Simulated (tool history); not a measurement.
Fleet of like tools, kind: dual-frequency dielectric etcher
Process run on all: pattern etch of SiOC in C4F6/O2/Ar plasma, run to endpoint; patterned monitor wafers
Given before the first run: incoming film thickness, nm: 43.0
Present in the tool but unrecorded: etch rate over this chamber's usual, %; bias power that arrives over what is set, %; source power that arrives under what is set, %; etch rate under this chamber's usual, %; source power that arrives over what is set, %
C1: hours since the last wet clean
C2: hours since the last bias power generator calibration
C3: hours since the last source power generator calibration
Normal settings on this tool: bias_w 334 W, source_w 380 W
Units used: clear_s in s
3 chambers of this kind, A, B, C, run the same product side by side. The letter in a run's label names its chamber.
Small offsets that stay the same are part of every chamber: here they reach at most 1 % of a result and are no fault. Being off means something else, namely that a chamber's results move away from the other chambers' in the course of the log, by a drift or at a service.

run 1A hour=12.9 | bias_w=334 source_w=380 | C1=494.8 C2=1602.0 C3=2240.8 | clear_s=17.080
run 2B hour=24.1 | bias_w=334 source_w=380 | C1=214.7 C2=710.6 C3=1033.2 | clear_s=17.278
run 3C hour=31.8 | bias_w=334 source_w=380 | C1=428.9 C2=291.1 C3=1461.7 | clear_s=17.345
run 4C hour=38.7 | bias_w=334 source_w=380 | C1=435.8 C2=298.0 C3=1468.6 | clear_s=17.234
run 5A hour=50.2 | bias_w=334 source_w=380 | C1=532.1 C2=1639.3 C3=2278.1 | clear_s=17.102
-- hour=61.8 chamber A: wet clean of the chamber
run 6B hour=62.0 | bias_w=334 source_w=380 | C1=252.6 C2=748.5 C3=1071.1 | clear_s=17.224
run 7B hour=75.4 | bias_w=334 source_w=380 | C1=266.0 C2=761.9 C3=1084.5 | clear_s=17.165
-- hour=80.6 chamber C: wet clean of the chamber
run 8A hour=82.6 | bias_w=254 source_w=310 | C1=20.8 C2=1671.7 C3=2310.5 | clear_s=20.257
-- hour=83.1 chamber A: source power generator calibrated
run 9C hour=97.4 | bias_w=254 source_w=310 | C1=16.9 C2=356.7 C3=1527.3 | clear_s=20.503
run 10B hour=107.0 | bias_w=254 source_w=310 | C1=297.6 C2=793.5 C3=1116.1 | clear_s=20.335
run 11C hour=118.1 | bias_w=334 source_w=380 | C1=37.6 C2=377.4 C3=1548.0 | clear_s=17.217
run 12A hour=126.4 | bias_w=334 source_w=380 | C1=64.6 C2=1715.5 C3=43.4 | clear_s=17.000
-- hour=135.0 chamber B: wet clean of the chamber
run 13A hour=141.4 | bias_w=334 source_w=380 | C1=79.6 C2=1730.5 C3=58.4 | clear_s=17.029
run 14C hour=151.9 | bias_w=334 source_w=380 | C1=71.4 C2=411.2 C3=1581.8 | clear_s=17.199
run 15B hour=162.5 | bias_w=334 source_w=380 | C1=27.5 C2=849.0 C3=1171.6 | clear_s=17.909
run 16A hour=171.5 | bias_w=334 source_w=380 | C1=109.7 C2=1760.6 C3=88.5 | clear_s=17.179
run 17C hour=181.3 | bias_w=334 source_w=380 | C1=100.8 C2=440.6 C3=1611.2 | clear_s=17.278
run 18B hour=196.4 | bias_w=334 source_w=380 | C1=61.4 C2=882.9 C3=1205.5 | clear_s=17.802
run 19B hour=211.5 | bias_w=334 source_w=380 | C1=76.5 C2=898.0 C3=1220.6 | clear_s=17.911
run 20A hour=224.8 | bias_w=297 source_w=280 | C1=163.0 C2=1813.9 C3=141.8 | clear_s=20.007
run 21C hour=238.1 | bias_w=297 source_w=280 | C1=157.6 C2=497.4 C3=1668.0 | clear_s=20.209
run 22A hour=246.8 | bias_w=297 source_w=280 | C1=185.0 C2=1835.9 C3=163.8 | clear_s=19.875
run 23C hour=258.0 | bias_w=334 source_w=380 | C1=177.5 C2=517.3 C3=1687.9 | clear_s=17.169
run 24B hour=269.0 | bias_w=334 source_w=380 | C1=134.0 C2=955.5 C3=1278.1 | clear_s=17.883
run 25B hour=275.8 | bias_w=334 source_w=380 | C1=140.8 C2=962.3 C3=1284.9 | clear_s=17.879
run 26A hour=289.9 | bias_w=262 source_w=380 | C1=228.1 C2=1879.0 C3=206.9 | clear_s=18.535
run 27C hour=300.4 | bias_w=262 source_w=380 | C1=219.9 C2=559.7 C3=1730.3 | clear_s=18.705
run 28C hour=307.2 | bias_w=262 source_w=380 | C1=226.7 C2=566.5 C3=1737.1 | clear_s=18.720
run 29A hour=314.3 | bias_w=334 source_w=380 | C1=252.5 C2=1903.4 C3=231.3 | clear_s=17.010
run 30B hour=321.9 | bias_w=334 source_w=380 | C1=186.9 C2=1008.4 C3=1331.0 | clear_s=17.887

What goes on in this fleet: one chamber off, a drifting gauge, or nothing beyond the chambers' own small offsets? Name the chamber and the cause, if any.

Chamber B came out of a service off from its peers and stayed that way.
Cause: etch rate under this chamber's usual, % = 4.22.

Chamber B could run next with any of the 4 candidate recipes listed below; each alters the usual settings, and their results appear as question marks. Which one brings its results back in line with what the other chambers deliver on the usual settings?
In line means no further than this from the other chambers' mean on the usual settings: clear_s 0.220 s
run 31B-1 hour=332.9 | bias_w=376 source_w=380 | clear_s=?
run 31B-2 hour=332.9 | bias_w=292 source_w=380 | clear_s=?
run 31B-3 hour=332.9 | bias_w=334 source_w=400 | clear_s=?
run 31B-4 hour=332.9 | bias_w=326 source_w=370 | clear_s=?

The other chambers' mean on the usual settings: clear_s 17.118 s
run=31B-1 clear_s=17.159
run=31B-2 clear_s=18.780
run=31B-3 clear_s=17.570
run=31B-4 clear_s=18.244
31B-1 brings the chamber back in line.
